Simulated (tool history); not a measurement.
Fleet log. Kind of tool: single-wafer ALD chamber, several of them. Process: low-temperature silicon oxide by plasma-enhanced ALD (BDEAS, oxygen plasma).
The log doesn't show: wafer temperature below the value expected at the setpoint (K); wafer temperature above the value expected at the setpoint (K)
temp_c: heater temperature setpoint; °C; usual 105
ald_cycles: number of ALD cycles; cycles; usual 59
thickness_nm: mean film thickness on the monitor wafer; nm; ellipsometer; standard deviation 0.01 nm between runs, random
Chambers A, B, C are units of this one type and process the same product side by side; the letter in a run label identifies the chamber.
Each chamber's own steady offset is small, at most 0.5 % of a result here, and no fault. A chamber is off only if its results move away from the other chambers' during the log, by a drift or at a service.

run,hour,temp_c,ald_cycles,hours since the last thermocouple change,"read-back reference wafer on the same gauge, thickness_nm",thickness_nm
1B,4.4,105,59,636.2,9.7733,8.3362
2C,10.5,105,59,460.1,9.7731,8.3454
3A,15.9,105,59,1352.1,9.7781,8.3472
4A,23.2,105,59,1359.4,9.7776,8.3373
5C,31.3,105,59,480.9,9.7818,8.35
6B,38.5,105,59,670.3,9.7859,8.3513
7A,42.6,105,59,1378.8,9.7836,8.3388
8C,50.6,105,59,500.2,9.7914,8.347
9B,58.8,105,59,690.6,9.7914,8.3669
10C,67.1,117,64,516.7,9.7975,8.8867
11A,71,117,64,1407.2,9.7994,8.8656
12B,76.5,117,64,708.3,9.7971,8.8828
13B,84.8,112,65,716.6,9.8025,9.1042
14A,91,112,65,1427.2,9.8039,9.0946
15C,97.5,112,65,547.1,9.8052,9.0997
16B,105.9,105,59,737.7,9.8124,8.3784
17A,113.9,117,59,1450.1,9.8131,8.1955
18C,118.6,117,59,568.2,9.8139,8.1833
19C,123.6,117,59,573.2,9.8135,8.2082
20B,129.3,105,59,761.1,9.8202,8.3886

The same settings go to every chamber for the next run, one line per chamber below. Forecast the results for each:
21A,135.4,105,59,,,?
21B,135.4,105,59,,,?
21C,135.4,105,59,,,?

run,thickness_nm
21A,8.3811
21B,8.3812
21C,8.363

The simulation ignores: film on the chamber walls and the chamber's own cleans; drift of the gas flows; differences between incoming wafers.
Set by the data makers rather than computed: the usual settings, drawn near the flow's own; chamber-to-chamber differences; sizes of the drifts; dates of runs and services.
